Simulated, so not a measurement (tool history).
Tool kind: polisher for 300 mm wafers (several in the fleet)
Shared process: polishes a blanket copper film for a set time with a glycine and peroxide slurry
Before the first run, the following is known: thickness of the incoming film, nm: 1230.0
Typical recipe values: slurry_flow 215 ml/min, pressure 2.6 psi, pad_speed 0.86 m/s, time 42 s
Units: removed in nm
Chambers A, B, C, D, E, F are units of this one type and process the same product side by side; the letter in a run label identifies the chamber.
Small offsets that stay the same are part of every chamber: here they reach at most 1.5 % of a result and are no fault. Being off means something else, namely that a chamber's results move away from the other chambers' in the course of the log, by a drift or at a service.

run	hour	slurry_flow	pressure	pad_speed	time	wafers polished on this pad	hours since the slurry nozzle was cleaned	hours since the head pressure was calibrated	removed
1E	7.1	215	2.6	0.86	42	869	373.6	94.2	223.26
2F	12.7	215	2.6	0.86	42	688	431.6	321.0	224.23
# hour 19.1: chamber E: worn pad replaced by a new one
3D	19.1	215	2.6	0.86	42	507	55.6	524.3	226.86
# hour 22.0: chamber B: worn pad replaced by a new one
4A	22.6	215	2.6	0.86	42	489	231.2	670.8	220.84
# hour 23.9: chamber F: worn pad replaced by a new one
5B	26.8	215	2.6	0.86	42	43	188.8	279.9	231.14
6C	32.5	215	2.6	1.12	55	760	59.3	143.2	373.27
7F	37.4	215	2.6	1.12	55	120	456.3	345.7	371.39
8C	44.8	215	2.6	1.12	55	869	71.6	155.5	372.11
9A	51.0	215	2.6	1.12	55	741	259.6	699.2	359.36
10B	56.6	215	2.6	1.12	55	308	218.6	309.7	370.24
11E	60.1	215	2.6	1.12	55	365	426.6	147.2	365.51
# hour 66.7: chamber D: worn pad replaced by a new one
12D	67.1	215	3.1	0.86	42	3	103.6	572.3	264.44
13E	70.9	215	3.1	0.86	42	461	437.4	158.0	257.28
14F	78.7	215	3.1	0.86	42	488	497.6	387.0	262.31
15D	84.4	215	3.1	0.86	42	157	120.9	589.6	265.12
# hour 85.4: chamber A: worn pad replaced by a new one
16B	90.2	215	3.1	0.86	42	607	252.2	343.3	261.41
17A	96.5	215	3.1	0.86	42	99	305.1	744.7	254.40
# hour 98.5: chamber F: worn pad replaced by a new one
# hour 102.8: chamber B: worn pad replaced by a new one
18C	103.1	215	2.6	0.86	42	1388	129.9	213.8	226.87
19A	107.3	215	2.6	0.86	42	195	315.9	755.5	223.28
20F	112.4	215	2.6	0.86	42	124	531.3	420.7	224.39
# hour 116.1: chamber C: worn pad replaced by a new one
21D	120.1	215	2.6	0.86	42	474	156.6	625.3	226.74
# hour 121.7: chamber E: worn pad replaced by a new one
22C	125.4	215	2.6	0.86	42	83	152.2	236.1	221.98
# hour 131.3: chamber D: head pressure recalibrated
23B	131.3	215	2.6	0.86	42	254	293.3	384.4	231.19
24E	138.8	215	2.6	0.86	42	152	505.3	225.9	224.97
25F	145.8	215	2.6	0.86	42	421	564.7	454.1	228.19
26D	150.4	215	2.6	0.86	42	744	186.9	19.2	229.34
27E	156.4	215	2.6	0.86	51	308	522.9	243.5	276.34
28C	163.4	215	2.6	0.86	51	421	190.2	274.1	280.29
29A	169.1	215	2.6	0.86	51	744	377.7	817.3	270.46
# hour 174.2: chamber F: worn pad replaced by a new one
30B	175.4	215	2.6	0.86	51	646	337.4	428.5	281.95
# hour 179.5: chamber D: worn pad replaced by a new one
31F	182.4	215	2.6	0.86	51	72	601.3	490.7	274.96
# hour 183.5: chamber B: worn pad replaced by a new one
# hour 184.4: chamber A: worn pad replaced by a new one
32B	190.2	215	2.6	0.86	51	59	352.2	443.3	279.11
# hour 193.1: chamber D: slurry nozzle cleaned
33D	196.3	215	2.6	0.86	42	149	3.2	65.1	229.25
34E	204.0	215	2.6	0.86	42	732	570.5	291.1	222.39
35C	207.5	215	2.6	0.86	42	813	234.3	318.2	226.55
36A	214.3	215	2.6	0.70	42	265	422.9	862.5	190.19

Does one chamber stand apart from the rest, does the shared gauge drift, or is all well apart from small per-chamber offsets? Give the chamber and the most likely cause, where there is one.

All chambers stay in line apart from their small fixed offsets, and the gauge does not drift.
